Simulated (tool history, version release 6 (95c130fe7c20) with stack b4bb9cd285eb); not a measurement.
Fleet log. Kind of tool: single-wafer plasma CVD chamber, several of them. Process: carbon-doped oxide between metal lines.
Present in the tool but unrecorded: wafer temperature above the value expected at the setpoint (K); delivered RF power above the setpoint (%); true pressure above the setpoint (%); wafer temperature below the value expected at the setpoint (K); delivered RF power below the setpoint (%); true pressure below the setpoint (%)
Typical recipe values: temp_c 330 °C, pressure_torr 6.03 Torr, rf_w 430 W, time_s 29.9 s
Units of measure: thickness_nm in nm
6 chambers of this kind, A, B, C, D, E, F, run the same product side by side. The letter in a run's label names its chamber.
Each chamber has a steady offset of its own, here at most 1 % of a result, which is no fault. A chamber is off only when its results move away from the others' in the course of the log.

| run | day | temp_c | pressure_torr | rf_w | time_s | hours since the last thermocouple change | hours since the last RF generator calibration | hours since the last manometer calibration | read-back reference wafer on the same gauge, thickness_nm | thickness_nm |
|---|---|---|---|---|---|---|---|---|---|---|
| 1A | 0.267 | 330 | 6.03 | 430 | 29.9 | 905.9 | 764.9 | 1318.8 | 138.94 | 149.79 |
| 2F | 0.533 | 330 | 6.03 | 430 | 29.9 | 802.2 | 723.3 | 384.6 | 138.95 | 150.14 |
| 3C | 0.692 | 330 | 6.03 | 430 | 29.9 | 1085.4 | 1020.9 | 1686.9 | 139.00 | 150.03 |
| 4B | 0.954 | 330 | 6.03 | 430 | 29.9 | 241.6 | 1187.9 | 403.5 | 139.06 | 150.10 |
| 5E | 1.121 | 330 | 6.03 | 430 | 29.9 | 68.3 | 1635.9 | 285.1 | 139.03 | 151.35 |
| 6D | 1.425 | 340 | 6.03 | 430 | 29.9 | 2049.4 | 587.9 | 158.1 | 138.94 | 145.15 |
| 7B | 1.688 | 340 | 6.03 | 430 | 29.9 | 259.2 | 1205.5 | 421.1 | 139.02 | 145.59 |
| 8F | 1.850 | 340 | 6.03 | 430 | 29.9 | 833.8 | 754.9 | 416.2 | 139.04 | 146.15 |
| 9C | 2.071 | 340 | 6.03 | 430 | 29.9 | 1118.5 | 1054.0 | 1720.0 | 139.10 | 145.16 |
| 10D | 2.288 | 340 | 6.03 | 430 | 29.9 | 2070.1 | 608.6 | 178.8 | 139.06 | 145.55 |
| 11E | 2.442 | 340 | 6.03 | 430 | 29.9 | 100.0 | 1667.6 | 316.8 | 139.04 | 145.98 |
| 12A | 2.725 | 330 | 6.03 | 430 | 29.9 | 964.9 | 823.9 | 1377.8 | 138.99 | 149.86 |
| 13D | 2.896 | 330 | 6.03 | 430 | 29.9 | 2084.7 | 623.2 | 193.4 | 139.05 | 150.24 |
|  | 2.954 | chamber C: thermocouple changed; heater temperature recalibrated |
| 14B | 3.150 | 330 | 6.03 | 430 | 29.9 | 294.3 | 1240.6 | 456.2 | 138.96 | 150.08 |
| 15E | 3.288 | 317 | 4.98 | 430 | 29.9 | 120.3 | 1687.9 | 337.1 | 139.06 | 155.63 |
|  | 3.425 | chamber B: RF generator calibrated |
| 16A | 3.583 | 317 | 4.98 | 430 | 29.9 | 985.5 | 844.5 | 1398.4 | 138.94 | 154.51 |
| 17F | 3.754 | 317 | 4.98 | 430 | 29.9 | 879.5 | 800.6 | 461.9 | 139.04 | 153.34 |
| 18C | 4.042 | 317 | 4.98 | 430 | 29.9 | 26.1 | 1101.3 | 1767.3 | 138.95 | 153.76 |
| 19D | 4.208 | 317 | 4.98 | 430 | 29.9 | 2116.2 | 654.7 | 224.9 | 139.04 | 154.47 |
| 20B | 4.379 | 317 | 4.98 | 430 | 29.9 | 323.8 | 22.9 | 485.7 | 139.08 | 154.18 |
| 21F | 4.625 | 330 | 6.03 | 430 | 29.9 | 900.4 | 821.5 | 482.8 | 138.96 | 149.15 |
| 22C | 4.758 | 330 | 6.03 | 430 | 29.9 | 43.3 | 1118.5 | 1784.5 | 139.01 | 150.85 |
| 23E | 4.992 | 330 | 6.03 | 430 | 29.9 | 161.2 | 1728.8 | 378.0 | 138.99 | 151.54 |
| 24A | 5.292 | 330 | 6.03 | 430 | 29.9 | 1026.5 | 885.5 | 1439.4 | 139.02 | 150.13 |
| 25D | 5.533 | 330 | 6.03 | 430 | 29.9 | 2148.0 | 686.5 | 256.7 | 139.02 | 149.87 |
| 26B | 5.700 | 319 | 6.03 | 430 | 32.9 | 355.5 | 54.6 | 517.4 | 138.97 | 173.02 |
| 27E | 5.917 | 319 | 6.03 | 430 | 32.9 | 183.4 | 1751.0 | 400.2 | 139.05 | 173.49 |
| 28F | 6.096 | 319 | 6.03 | 430 | 32.9 | 935.7 | 856.8 | 518.1 | 138.95 | 169.70 |
| 29C | 6.317 | 319 | 6.03 | 430 | 32.9 | 80.7 | 1155.9 | 1821.9 | 138.97 | 172.84 |
| 30A | 6.571 | 319 | 6.03 | 430 | 32.9 | 1057.2 | 916.2 | 1470.1 | 139.10 | 171.87 |
| 31A | 6.862 | 319 | 6.03 | 430 | 32.9 | 1064.2 | 923.2 | 1477.1 | 138.91 | 170.65 |
| 32C | 7.008 | 330 | 6.03 | 430 | 29.9 | 97.3 | 1172.5 | 1838.5 | 138.97 | 150.81 |
| 33B | 7.158 | 330 | 6.03 | 430 | 29.9 | 390.5 | 89.6 | 552.4 | 138.89 | 150.97 |
| 34D | 7.388 | 330 | 6.03 | 430 | 29.9 | 2192.5 | 731.0 | 301.2 | 139.00 | 151.13 |
| 35E | 7.658 | 330 | 6.03 | 430 | 29.9 | 225.2 | 1792.8 | 442.0 | 139.00 | 150.72 |
| 36F | 7.812 | 330 | 6.03 | 430 | 29.9 | 976.9 | 898.0 | 559.3 | 138.98 | 146.56 |
| 37B | 8.121 | 330 | 6.03 | 430 | 29.9 | 413.6 | 112.7 | 575.5 | 139.14 | 149.67 |
| 38F | 8.375 | 330 | 6.03 | 430 | 29.9 | 990.4 | 911.5 | 572.8 | 138.97 | 145.64 |

Each of the 6 chambers runs these same settings next. Fill in every chamber's results:
| 39A | 8.600 | 330 | 6.83 | 430 | 29.9 |  |  |  |  | ? |
| 39B | 8.600 | 330 | 6.83 | 430 | 29.9 |  |  |  |  | ? |
| 39C | 8.600 | 330 | 6.83 | 430 | 29.9 |  |  |  |  | ? |
| 39D | 8.600 | 330 | 6.83 | 430 | 29.9 |  |  |  |  | ? |
| 39E | 8.600 | 330 | 6.83 | 430 | 29.9 |  |  |  |  | ? |
| 39F | 8.600 | 330 | 6.83 | 430 | 29.9 |  |  |  |  | ? |

| run | thickness_nm |
|---|---|
| 39A | 151.54 |
| 39B | 151.75 |
| 39C | 152.60 |
| 39D | 152.20 |
| 39E | 152.46 |
| 39F | 148.00 |

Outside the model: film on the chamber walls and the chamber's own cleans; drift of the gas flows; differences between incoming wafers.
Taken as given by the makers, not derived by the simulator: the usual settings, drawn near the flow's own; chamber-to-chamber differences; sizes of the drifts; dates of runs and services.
